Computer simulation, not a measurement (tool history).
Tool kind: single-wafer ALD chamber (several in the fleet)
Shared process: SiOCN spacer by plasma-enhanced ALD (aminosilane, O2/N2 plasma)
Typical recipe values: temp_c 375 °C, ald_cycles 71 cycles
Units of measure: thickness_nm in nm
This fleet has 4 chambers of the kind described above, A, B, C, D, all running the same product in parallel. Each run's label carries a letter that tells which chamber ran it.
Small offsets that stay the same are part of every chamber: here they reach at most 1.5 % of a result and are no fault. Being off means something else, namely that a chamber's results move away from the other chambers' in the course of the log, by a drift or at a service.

run   hour  temp_c  ald_cycles  hours since the last thermocouple change  read-back reference wafer on the same gauge, thickness_nm  thickness_nm
 1A   15.4     375          71                                    2046.1                                                       5.06        4.2085
 2D   24.9     375          71                                     846.6                                                     5.0607        4.2764
 3C   32.8     375          71                                     478.4                                                     5.0626        4.3312
 4B   42.8     375          71                                    2151.8                                                     5.0658        4.2731
 5C   58.3     375          71                                     503.9                                                     5.0605        4.3283
 6A   73.2     375          71                                    2103.9                                                     5.0628         4.227
 7B   88.7     375          71                                    2197.7                                                     5.0625        4.2562
 8D  101.8     375          71                                     923.5                                                      5.056        4.2632
 9D  116.3     375          71                                       938                                                     5.0618        4.2897
10C  130.1     375          71                                     575.7                                                     5.0613        4.3304
11A  145.7     375          66                                    2176.4                                                     5.0551        3.9314
12B  154.5     375          66                                    2263.5                                                     5.0565         3.989
13C  164.3     375          66                                     609.9                                                     5.0606        4.0344
14D  171.5     375          66                                     993.2                                                     5.0579         3.985
15A  184.6     375          71                                    2215.3                                                     5.0618        4.2474
16B  201.1     375          71                                    2310.1                                                     5.0573        4.2734
17D  208.3     375          71                                      1030                                                     5.0564        4.2837
18A  215.9     375          71                                    2246.6                                                     5.0658        4.2529
19C  226.6     375          71                                     672.2                                                      5.064        4.3311
20B  235.2     367          84                                    2344.2                                                     5.0622        5.0351
21A  244.2     367          84                                    2274.9                                                     5.0581        5.0212
22D  257.8     367          84                                    1079.5                                                     5.0604         5.038
23B  273.1     367          84                                    2382.1                                                     5.0616        5.0314
24C  284.6     375          71                                     730.2                                                     5.0587        4.3199
25A  295.3     375          71                                      2326                                                     5.0574        4.2408
26D  311.4     375          65                                    1133.1                                                      5.063        3.9236
27B  327.8     375          65                                    2436.8                                                     5.0623        3.9158
28C    344     375          65                                     789.6                                                      5.057        3.9407
29D  355.4     375          65                                    1177.1                                                       5.06        3.9244
30A  365.6     375          71                                    2396.3                                                     5.0601        4.2591
31C  376.8     362          71                                     822.4                                                      5.062        4.3275
32B  391.8     362          71                                    2500.8                                                     5.0644        4.2815
33B  401.3     362          71                                    2510.3                                                       5.06        4.2655
34C  416.3     362          71                                     861.9                                                     5.0611        4.3306

Is one chamber off against the others, does the gauge drift, or is nothing wrong? If a chamber is off, say which, and what the likeliest cause is.

No chamber stands off beyond its own small offset, and the gauge holds steady.
